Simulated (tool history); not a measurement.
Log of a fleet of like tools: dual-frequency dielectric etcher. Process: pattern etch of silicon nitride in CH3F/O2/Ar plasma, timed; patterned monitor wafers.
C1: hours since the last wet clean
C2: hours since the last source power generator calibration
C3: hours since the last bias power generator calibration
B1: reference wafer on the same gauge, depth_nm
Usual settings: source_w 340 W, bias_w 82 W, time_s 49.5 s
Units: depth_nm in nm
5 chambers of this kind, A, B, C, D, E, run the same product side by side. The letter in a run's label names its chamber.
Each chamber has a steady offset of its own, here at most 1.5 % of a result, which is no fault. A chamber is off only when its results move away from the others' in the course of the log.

run 1C hour=7.3 | source_w=340 bias_w=82 time_s=49.5 | C1=91.2 C2=1132.7 C3=550.5 | B1=27.408 | depth_nm=34.242
run 2D hour=14.7 | source_w=340 bias_w=82 time_s=49.5 | C1=162.6 C2=1957 C3=1442.6 | B1=27.415 | depth_nm=33.677
run 3A hour=22.4 | source_w=340 bias_w=82 time_s=49.5 | C1=47.2 C2=2472.8 C3=2390.8 | B1=27.424 | depth_nm=34.026
run 4E hour=29.3 | source_w=340 bias_w=82 time_s=49.5 | C1=79 C2=105.1 C3=695.6 | B1=27.426 | depth_nm=34.232
run 5B hour=37.1 | source_w=340 bias_w=82 time_s=49.5 | C1=355.1 C2=1314.5 C3=630 | B1=27.429 | depth_nm=34.202
run 6C hour=47.4 | source_w=340 bias_w=82 time_s=49.5 | C1=131.3 C2=1172.8 C3=590.6 | B1=27.43 | depth_nm=34.185
run 7B hour=57 | source_w=340 bias_w=82 time_s=49.5 | C1=375 C2=1334.4 C3=649.9 | B1=27.431 | depth_nm=34.135
-- hour=58.5 chamber B: wet clean of the chamber
run 8A hour=62.4 | source_w=340 bias_w=82 time_s=49.5 | C1=87.2 C2=2512.8 C3=2430.8 | B1=27.437 | depth_nm=34.018
run 9E hour=74.1 | source_w=340 bias_w=82 time_s=49.5 | C1=123.8 C2=149.9 C3=740.4 | B1=27.445 | depth_nm=34.267
run 10D hour=81.1 | source_w=340 bias_w=82 time_s=49.5 | C1=229 C2=2023.4 C3=1509 | B1=27.456 | depth_nm=33.759
run 11E hour=86.3 | source_w=340 bias_w=82 time_s=49.5 | C1=136 C2=162.1 C3=752.6 | B1=27.465 | depth_nm=34.237
run 12B hour=97.2 | source_w=340 bias_w=82 time_s=49.5 | C1=38.8 C2=1374.6 C3=690.1 | B1=27.446 | depth_nm=34.221
run 13D hour=107.4 | source_w=340 bias_w=82 time_s=49.5 | C1=255.3 C2=2049.7 C3=1535.3 | B1=27.475 | depth_nm=33.802
run 14C hour=115.8 | source_w=390 bias_w=82 time_s=64 | C1=199.7 C2=1241.2 C3=659 | B1=27.477 | depth_nm=46.84
run 15A hour=127 | source_w=390 bias_w=82 time_s=64 | C1=151.8 C2=2577.4 C3=2495.4 | B1=27.478 | depth_nm=46.274
run 16B hour=134.6 | source_w=390 bias_w=82 time_s=64 | C1=76.2 C2=1412 C3=727.5 | B1=27.482 | depth_nm=46.696
run 17A hour=144.9 | source_w=390 bias_w=82 time_s=64 | C1=169.7 C2=2595.3 C3=2513.3 | B1=27.495 | depth_nm=46.391
run 18E hour=152 | source_w=390 bias_w=82 time_s=64 | C1=201.7 C2=227.8 C3=818.3 | B1=27.5 | depth_nm=46.749
run 19C hour=163.6 | source_w=340 bias_w=82 time_s=49.5 | C1=247.5 C2=1289 C3=706.8 | B1=27.504 | depth_nm=34.296
run 20D hour=168.8 | source_w=340 bias_w=82 time_s=49.5 | C1=316.7 C2=2111.1 C3=1596.7 | B1=27.502 | depth_nm=33.848
run 21D hour=174.4 | source_w=340 bias_w=82 time_s=55.5 | C1=322.3 C2=2116.7 C3=1602.3 | B1=27.512 | depth_nm=37.877
run 22C hour=185.7 | source_w=340 bias_w=82 time_s=55.5 | C1=269.6 C2=1311.1 C3=728.9 | B1=27.521 | depth_nm=38.456
run 23B hour=197.5 | source_w=340 bias_w=82 time_s=55.5 | C1=139.1 C2=1474.9 C3=790.4 | B1=27.537 | depth_nm=38.419
run 24A hour=206.1 | source_w=340 bias_w=82 time_s=55.5 | C1=230.9 C2=2656.5 C3=2574.5 | B1=27.532 | depth_nm=38.359
run 25E hour=217.5 | source_w=340 bias_w=82 time_s=55.5 | C1=267.2 C2=293.3 C3=883.8 | B1=27.533 | depth_nm=38.513
run 26A hour=226.9 | source_w=340 bias_w=82 time_s=49.5 | C1=251.7 C2=2677.3 C3=2595.3 | B1=27.556 | depth_nm=34.138
run 27C hour=237.8 | source_w=340 bias_w=82 time_s=49.5 | C1=321.7 C2=1363.2 C3=781 | B1=27.55 | depth_nm=34.332
run 28B hour=248.2 | source_w=340 bias_w=82 time_s=49.5 | C1=189.8 C2=1525.6 C3=841.1 | B1=27.558 | depth_nm=34.372
run 29E hour=256.8 | source_w=340 bias_w=82 time_s=49.5 | C1=306.5 C2=332.6 C3=923.1 | B1=27.566 | depth_nm=34.444
run 30D hour=262.1 | source_w=340 bias_w=82 time_s=49.5 | C1=410 C2=2204.4 C3=1690 | B1=27.576 | depth_nm=33.873
run 31D hour=270.8 | source_w=340 bias_w=82 time_s=49.5 | C1=418.7 C2=2213.1 C3=1698.7 | B1=27.582 | depth_nm=33.874

What goes on in this fleet: one chamber off, a drifting gauge, or nothing beyond the chambers' own small offsets? Name the chamber and the cause, if any.

The gauge drifts, so all chambers seem to drift together. No chamber is off.
Cause: gauge reads high (%) = 0.655.

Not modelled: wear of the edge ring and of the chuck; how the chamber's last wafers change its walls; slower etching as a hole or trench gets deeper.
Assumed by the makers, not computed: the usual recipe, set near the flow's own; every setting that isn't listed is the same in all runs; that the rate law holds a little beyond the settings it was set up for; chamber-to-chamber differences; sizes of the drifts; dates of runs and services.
